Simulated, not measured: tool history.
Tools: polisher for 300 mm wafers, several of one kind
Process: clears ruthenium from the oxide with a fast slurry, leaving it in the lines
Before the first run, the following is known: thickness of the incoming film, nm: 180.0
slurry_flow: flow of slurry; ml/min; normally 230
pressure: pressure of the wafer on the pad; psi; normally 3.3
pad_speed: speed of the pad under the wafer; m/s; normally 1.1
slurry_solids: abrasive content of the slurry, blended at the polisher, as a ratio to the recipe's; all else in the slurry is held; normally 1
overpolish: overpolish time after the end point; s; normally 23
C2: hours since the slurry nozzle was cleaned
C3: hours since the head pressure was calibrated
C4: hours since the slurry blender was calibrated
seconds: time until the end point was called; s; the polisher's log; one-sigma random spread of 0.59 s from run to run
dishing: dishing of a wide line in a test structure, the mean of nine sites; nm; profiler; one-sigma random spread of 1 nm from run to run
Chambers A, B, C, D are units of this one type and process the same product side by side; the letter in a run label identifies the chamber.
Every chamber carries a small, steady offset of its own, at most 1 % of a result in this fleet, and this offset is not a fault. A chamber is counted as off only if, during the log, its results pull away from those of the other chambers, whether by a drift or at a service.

{"hour": 2.8, "done": "chamber A: worn pad replaced by a new one"}
{"run": "1C", "hour": 6.2, "slurry_flow": 230, "pressure": 3.3, "pad_speed": 1.1, "slurry_solids": 1, "overpolish": 23, "wafers polished on this pad": 403, "C2": 596.6, "C3": 71.9, "C4": 110.9, "seconds": 33.385, "dishing": 74.683}
{"hour": 10.5, "done": "chamber B: worn pad replaced by a new one"}
{"run": "2D", "hour": 13.3, "slurry_flow": 230, "pressure": 3.3, "pad_speed": 1.1, "slurry_solids": 1, "overpolish": 23, "wafers polished on this pad": 484, "C2": 468.1, "C3": 298.2, "C4": 15.1, "seconds": 32.779, "dishing": 74.1}
{"hour": 13.4, "done": "chamber C: slurry blender recalibrated"}
{"hour": 18.6, "done": "chamber C: worn pad replaced by a new one"}
{"run": "3B", "hour": 23.4, "slurry_flow": 230, "pressure": 3.3, "pad_speed": 1.1, "slurry_solids": 1, "overpolish": 23, "wafers polished on this pad": 187, "C2": 518.5, "C3": 632.1, "C4": 152.5, "seconds": 34, "dishing": 73.676}
{"run": "4A", "hour": 29.8, "slurry_flow": 230, "pressure": 3.3, "pad_speed": 1.1, "slurry_solids": 1, "overpolish": 23, "wafers polished on this pad": 390, "C2": 76.6, "C3": 134, "C4": 214.4, "seconds": 31.505, "dishing": 74.567}
{"hour": 34.8, "done": "chamber D: head pressure recalibrated"}
{"hour": 36.0, "done": "chamber D: worn pad replaced by a new one"}
{"run": "5A", "hour": 36.2, "slurry_flow": 230, "pressure": 3.3, "pad_speed": 1.1, "slurry_solids": 1, "overpolish": 23, "wafers polished on this pad": 483, "C2": 83, "C3": 140.4, "C4": 220.8, "seconds": 31.158, "dishing": 74.554}
{"run": "6C", "hour": 46.0, "slurry_flow": 230, "pressure": 3.3, "pad_speed": 1.1, "slurry_solids": 1, "overpolish": 23, "wafers polished on this pad": 396, "C2": 636.4, "C3": 111.7, "C4": 32.6, "seconds": 32.801, "dishing": 75.125}
{"hour": 46.4, "done": "chamber A: worn pad replaced by a new one"}
{"run": "7D", "hour": 50.6, "slurry_flow": 230, "pressure": 3.3, "pad_speed": 1.1, "slurry_solids": 1, "overpolish": 23, "wafers polished on this pad": 211, "C2": 505.4, "C3": 15.9, "C4": 52.4, "seconds": 32.605, "dishing": 74.308}
{"hour": 54.4, "done": "chamber D: slurry nozzle cleaned"}
{"hour": 58.3, "done": "chamber B: worn pad replaced by a new one"}
{"run": "8B", "hour": 60.4, "slurry_flow": 230, "pressure": 3.3, "pad_speed": 1.1, "slurry_solids": 1, "overpolish": 23, "wafers polished on this pad": 30, "C2": 555.5, "C3": 669.1, "C4": 189.5, "seconds": 32.853, "dishing": 74.818}
{"hour": 66.1, "done": "chamber C: worn pad replaced by a new one"}
{"run": "9A", "hour": 66.4, "slurry_flow": 230, "pressure": 3.3, "pad_speed": 1.1, "slurry_solids": 0.85, "overpolish": 23, "wafers polished on this pad": 289, "C2": 113.2, "C3": 170.6, "C4": 251, "seconds": 35.363, "dishing": 70.903}
{"run": "10C", "hour": 74.5, "slurry_flow": 230, "pressure": 3.3, "pad_speed": 1.1, "slurry_solids": 0.85, "overpolish": 23, "wafers polished on this pad": 122, "C2": 664.9, "C3": 140.2, "C4": 61.1, "seconds": 35.268, "dishing": 71.335}
{"run": "11B", "hour": 84.8, "slurry_flow": 230, "pressure": 3.3, "pad_speed": 1.1, "slurry_solids": 0.85, "overpolish": 23, "wafers polished on this pad": 383, "C2": 579.9, "C3": 693.5, "C4": 213.9, "seconds": 35.323, "dishing": 72.056}
{"run": "12D", "hour": 91.2, "slurry_flow": 230, "pressure": 3.3, "pad_speed": 1.1, "slurry_solids": 0.85, "overpolish": 23, "wafers polished on this pad": 797, "C2": 36.8, "C3": 56.5, "C4": 93, "seconds": 34.04, "dishing": 71.531}
{"hour": 96.9, "done": "chamber B: worn pad replaced by a new one"}
{"hour": 98.0, "done": "chamber A: worn pad replaced by a new one"}
{"hour": 99.9, "done": "chamber D: worn pad replaced by a new one"}
{"run": "13B", "hour": 100.6, "slurry_flow": 230, "pressure": 3.3, "pad_speed": 1.1, "slurry_solids": 1, "overpolish": 23, "wafers polished on this pad": 53, "C2": 595.7, "C3": 709.3, "C4": 229.7, "seconds": 32.408, "dishing": 75.146}
{"hour": 101.1, "done": "chamber B: slurry nozzle cleaned"}
{"hour": 106.8, "done": "chamber C: worn pad replaced by a new one"}
{"run": "14D", "hour": 110.3, "slurry_flow": 230, "pressure": 3.3, "pad_speed": 1.1, "slurry_solids": 1, "overpolish": 23, "wafers polished on this pad": 150, "C2": 55.9, "C3": 75.6, "C4": 112.1, "seconds": 31.353, "dishing": 76.416}
{"run": "15C", "hour": 116.1, "slurry_flow": 230, "pressure": 3.3, "pad_speed": 1.1, "slurry_solids": 1, "overpolish": 23, "wafers polished on this pad": 135, "C2": 706.5, "C3": 181.8, "C4": 102.7, "seconds": 31.976, "dishing": 75.342}
{"run": "16A", "hour": 121.3, "slurry_flow": 230, "pressure": 3.3, "pad_speed": 1.1, "slurry_solids": 1, "overpolish": 23, "wafers polished on this pad": 336, "C2": 168.1, "C3": 225.5, "C4": 305.9, "seconds": 33.886, "dishing": 75.916}
{"run": "17C", "hour": 130.2, "slurry_flow": 230, "pressure": 3.3, "pad_speed": 1.1, "slurry_solids": 1, "overpolish": 23, "wafers polished on this pad": 338, "C2": 720.6, "C3": 195.9, "C4": 116.8, "seconds": 32.11, "dishing": 74.779}
{"run": "18A", "hour": 137.5, "slurry_flow": 230, "pressure": 3.3, "pad_speed": 1.1, "slurry_solids": 1, "overpolish": 23, "wafers polished on this pad": 570, "C2": 184.3, "C3": 241.7, "C4": 322.1, "seconds": 33.318, "dishing": 72.663}
{"hour": 138.3, "done": "chamber B: worn pad replaced by a new one"}
{"hour": 140.7, "done": "chamber C: slurry blender recalibrated"}
{"hour": 142.6, "done": "chamber A: worn pad replaced by a new one"}
{"run": "19B", "hour": 144.3, "slurry_flow": 275, "pressure": 3.3, "pad_speed": 1.1, "slurry_solids": 1, "overpolish": 23, "wafers polished on this pad": 87, "C2": 43.3, "C3": 753, "C4": 273.4, "seconds": 31.736, "dishing": 77.237}
{"run": "20D", "hour": 153.2, "slurry_flow": 275, "pressure": 3.3, "pad_speed": 1.1, "slurry_solids": 1, "overpolish": 23, "wafers polished on this pad": 770, "C2": 98.8, "C3": 118.5, "C4": 155, "seconds": 31.509, "dishing": 76.052}
{"hour": 153.3, "done": "chamber D: worn pad replaced by a new one"}
{"hour": 153.6, "done": "chamber C: worn pad replaced by a new one"}
{"run": "21D", "hour": 158.2, "slurry_flow": 275, "pressure": 3.3, "pad_speed": 1.1, "slurry_solids": 1, "overpolish": 23, "wafers polished on this pad": 71, "C2": 103.8, "C3": 123.5, "C4": 160, "seconds": 32.231, "dishing": 77.913}
{"run": "22B", "hour": 162.9, "slurry_flow": 275, "pressure": 3.3, "pad_speed": 1.1, "slurry_solids": 1, "overpolish": 23, "wafers polished on this pad": 355, "C2": 61.9, "C3": 771.6, "C4": 292, "seconds": 30.942, "dishing": 74.615}
{"run": "23C", "hour": 168.0, "slurry_flow": 230, "pressure": 3.3, "pad_speed": 1.1, "slurry_solids": 1, "overpolish": 23, "wafers polished on this pad": 209, "C2": 758.4, "C3": 233.7, "C4": 27.3, "seconds": 31.834, "dishing": 75.706}
{"run": "24A", "hour": 173.2, "slurry_flow": 230, "pressure": 3.3, "pad_speed": 1.1, "slurry_solids": 1, "overpolish": 23, "wafers polished on this pad": 441, "C2": 220, "C3": 277.4, "C4": 357.8, "seconds": 36.066, "dishing": 70.293}
{"run": "25D", "hour": 181.0, "slurry_flow": 230, "pressure": 3.3, "pad_speed": 1.1, "slurry_solids": 1, "overpolish": 23, "wafers polished on this pad": 401, "C2": 126.6, "C3": 146.3, "C4": 182.8, "seconds": 32.16, "dishing": 76.683}
{"hour": 186.5, "done": "chamber B: worn pad replaced by a new one"}
{"hour": 188.6, "done": "chamber B: slurry blender recalibrated"}
{"run": "26A", "hour": 191.5, "slurry_flow": 230, "pressure": 3.3, "pad_speed": 1.1, "slurry_solids": 1, "overpolish": 23, "wafers polished on this pad": 706, "C2": 238.3, "C3": 295.7, "C4": 376.1, "seconds": 38.42, "dishing": 67.86}
{"hour": 196.5, "done": "chamber A: worn pad replaced by a new one"}
{"run": "27C", "hour": 197.5, "slurry_flow": 230, "pressure": 3.3, "pad_speed": 1.1, "slurry_solids": 1, "overpolish": 23, "wafers polished on this pad": 634, "C2": 787.9, "C3": 263.2, "C4": 56.8, "seconds": 32.836, "dishing": 74.421}
{"run": "28B", "hour": 202.9, "slurry_flow": 230, "pressure": 3.3, "pad_speed": 1.1, "slurry_solids": 1, "overpolish": 23, "wafers polished on this pad": 236, "C2": 101.9, "C3": 811.6, "C4": 14.4, "seconds": 32.169, "dishing": 74.737}
{"hour": 204.3, "done": "chamber C: worn pad replaced by a new one"}
{"run": "29A", "hour": 207.8, "slurry_flow": 230, "pressure": 3.3, "pad_speed": 1.1, "slurry_solids": 1, "overpolish": 23, "wafers polished on this pad": 163, "C2": 254.6, "C3": 312, "C4": 392.4, "seconds": 37.232, "dishing": 66.755}
{"run": "30C", "hour": 217.4, "slurry_flow": 230, "pressure": 3.3, "pad_speed": 1.1, "slurry_solids": 1, "overpolish": 23, "wafers polished on this pad": 190, "C2": 807.8, "C3": 283.1, "C4": 76.7, "seconds": 33.595, "dishing": 74.358}
{"run": "31B", "hour": 226.5, "slurry_flow": 230, "pressure": 3.3, "pad_speed": 1.1, "slurry_solids": 1, "overpolish": 23, "wafers polished on this pad": 577, "C2": 125.5, "C3": 835.2, "C4": 38, "seconds": 32.995, "dishing": 75.405}

All chambers now run identical settings, listed one chamber a line with results as question marks. What results will each chamber show?
{"run": "32A", "hour": 234.0, "slurry_flow": 230, "pressure": 3.3, "pad_speed": 1.1, "slurry_solids": 1.3, "overpolish": 23, "seconds": "?", "dishing": "?"}
{"run": "32B", "hour": 234.0, "slurry_flow": 230, "pressure": 3.3, "pad_speed": 1.1, "slurry_solids": 1.3, "overpolish": 23, "seconds": "?", "dishing": "?"}
{"run": "32C", "hour": 234.0, "slurry_flow": 230, "pressure": 3.3, "pad_speed": 1.1, "slurry_solids": 1.3, "overpolish": 23, "seconds": "?", "dishing": "?"}
{"run": "32D", "hour": 234.0, "slurry_flow": 230, "pressure": 3.3, "pad_speed": 1.1, "slurry_solids": 1.3, "overpolish": 23, "seconds": "?", "dishing": "?"}

run=32A seconds=34.376 dishing=70.671
run=32B seconds=28.733 dishing=81.07
run=32C seconds=28.381 dishing=80.098
run=32D seconds=28.159 dishing=79.321
